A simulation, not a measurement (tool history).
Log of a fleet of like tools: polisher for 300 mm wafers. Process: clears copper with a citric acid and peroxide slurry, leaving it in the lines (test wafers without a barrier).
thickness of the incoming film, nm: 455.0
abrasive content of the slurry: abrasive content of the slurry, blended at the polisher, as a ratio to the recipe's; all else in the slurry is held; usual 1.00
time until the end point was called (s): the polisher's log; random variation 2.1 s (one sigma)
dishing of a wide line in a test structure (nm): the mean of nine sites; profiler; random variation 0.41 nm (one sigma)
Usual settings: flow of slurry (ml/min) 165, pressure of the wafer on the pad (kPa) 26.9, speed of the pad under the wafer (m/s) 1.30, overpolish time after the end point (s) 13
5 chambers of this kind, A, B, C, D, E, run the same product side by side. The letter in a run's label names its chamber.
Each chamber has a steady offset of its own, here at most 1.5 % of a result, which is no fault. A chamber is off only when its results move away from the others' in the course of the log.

run   hour  flow of slurry (ml/min)  pressure of the wafer on the pad (kPa)  speed of the pad under the wafer (m/s)  abrasive content of the slurry  overpolish time after the end point (s)  time until the end point was called (s)  dishing of a wide line in a test structure (nm)
 1C    7.6                      165                                    26.9                                    1.30                            1.00                                       13                                  109.090                                           36.224
 2A   15.8                      165                                    26.9                                    1.30                            1.00                                       13                                  110.920                                           35.702
      20.6  -- chamber E: worn pad replaced by a new one
 3D   23.1                      165                                    26.9                                    1.30                            1.00                                       13                                  112.580                                           36.264
 4B   28.5                      165                                    26.9                                    1.30                            1.00                                       13                                  111.960                                           36.474
      33.4  -- chamber A: head pressure recalibrated
 5E   37.7                      190                                    26.9                                    1.12                            1.00                                       13                                  128.440                                           32.968
      46.3  -- chamber C: slurry nozzle cleaned
 6B   47.0                      190                                    26.9                                    1.12                            1.00                                       13                                  127.020                                           32.802
 7C   54.1                      190                                    26.9                                    1.12                            1.00                                       13                                  124.550                                           32.677
 8A   59.5                      190                                    26.9                                    1.12                            1.00                                       13                                  131.950                                           32.492
      60.0  -- chamber C: slurry blender recalibrated
      61.8  -- chamber D: worn pad replaced by a new one
 9D   64.1                      190                                    26.9                                    1.12                            1.00                                       13                                  124.490                                           32.477
10E   74.7                      165                                    26.9                                    1.30                            1.00                                       13                                  113.130                                           36.751
      78.6  -- chamber A: worn pad replaced by a new one
11A   81.3                      165                                    26.9                                    1.30                            1.00                                       13                                  114.310                                           35.670
      86.8  -- chamber D: slurry blender recalibrated
12B   91.8                      165                                    26.9                                    1.30                            1.00                                       13                                  116.020                                           35.681
      93.7  -- chamber C: worn pad replaced by a new one
      95.8  -- chamber A: slurry nozzle cleaned
      95.9  -- chamber B: worn pad replaced by a new one
      97.5  -- chamber E: worn pad replaced by a new one
13E   98.3                      225                                    26.9                                    1.00                            1.00                                       13                                  135.530                                           30.589
14C  107.9                      225                                    26.9                                    1.00                            1.00                                       13                                  133.060                                           29.981
15D  113.4                      225                                    26.9                                    1.00                            1.00                                       13                                  136.170                                           30.353
16A  120.9                      225                                    26.9                                    1.00                            1.00                                       13                                  145.920                                           29.885
17C  130.3                      225                                    26.9                                    1.00                            1.00                                       13                                  137.160                                           30.215
18D  139.5                      165                                    26.9                                    1.30                            1.00                                       13                                  112.430                                           36.841
19B  146.3                      165                                    26.9                                    1.30                            1.00                                       13                                  108.300                                           36.627
20E  151.5                      165                                    26.9                                    1.30                            1.00                                       13                                  110.060                                           36.221
21E  159.0                      165                                    26.9                                    1.30                            1.00                                       13                                  112.970                                           36.440
22A  165.9                      165                                    26.9                                    1.74                            1.00                                       13                                   85.295                                           45.395
     172.9  -- chamber E: worn pad replaced by a new one
23D  173.6                      165                                    26.9                                    1.74                            1.00                                       13                                   81.910                                           46.364
     179.8  -- chamber E: slurry blender recalibrated
24B  180.3                      165                                    26.9                                    1.74                            1.00                                       13                                   82.836                                           46.456
25C  187.1                      165                                    26.9                                    1.74                            1.00                                       13                                   81.312                                           46.112
26A  197.2                      165                                    26.9                                    1.74                            1.00                                       13                                   84.635                                           45.626
     199.5  -- chamber D: worn pad replaced by a new one
27C  202.4                      165                                    26.9                                    1.30                            1.00                                       13                                  113.340                                           36.989
     204.7  -- chamber B: worn pad replaced by a new one
28B  210.9                      130                                    26.9                                    1.30                            1.00                                       13                                  119.630                                           34.897
29D  219.5                      130                                    26.9                                    1.30                            1.00                                       13                                  115.040                                           35.036
30E  227.8                      130                                    26.9                                    1.30                            1.00                                       13                                  120.730                                           34.907
     230.4  -- chamber A: worn pad replaced by a new one
31C  235.3                      130                                    26.9                                    1.30                            1.00                                       13                                  112.470                                           34.581
     236.9  -- chamber B: slurry blender recalibrated
32A  245.9                      130                                    26.9                                    1.30                            1.00                                       13                                  119.360                                           34.872
33D  253.2                      165                                    26.9                                    1.30                            1.00                                       13                                  112.520                                           36.270
     254.5  -- chamber E: worn pad replaced by a new one
34B  260.5                      165                                    26.9                                    1.30                            1.00                                       13                                  109.810                                           36.137
35E  270.0                      165                                    26.9                                    1.30                            1.00                                       13                                  110.330                                           36.274
36B  278.1                      165                                    26.9                                    1.30                            1.00                                       13                                  110.630                                           36.089
37E  285.4                      165                                    26.9                                    1.30                            1.00                                       13                                  113.190                                           36.954

Next, every chamber runs the same settings. What will each give?
38A  293.0                      165                                    26.9                                    1.30                            0.85                                       13                                        ?                                                ?
38B  293.0                      165                                    26.9                                    1.30                            0.85                                       13                                        ?                                                ?
38C  293.0                      165                                    26.9                                    1.30                            0.85                                       13                                        ?                                                ?
38D  293.0                      165                                    26.9                                    1.30                            0.85                                       13                                        ?                                                ?
38E  293.0                      165                                    26.9                                    1.30                            0.85                                       13                                        ?                                                ?

run  time until the end point was called (s)  dishing of a wide line in a test structure (nm)
38A                                  115.860                                           35.087
38B                                  113.970                                           36.190
38C                                  113.430                                           35.296
38D                                  116.680                                           35.641
38E                                  118.200                                           35.877

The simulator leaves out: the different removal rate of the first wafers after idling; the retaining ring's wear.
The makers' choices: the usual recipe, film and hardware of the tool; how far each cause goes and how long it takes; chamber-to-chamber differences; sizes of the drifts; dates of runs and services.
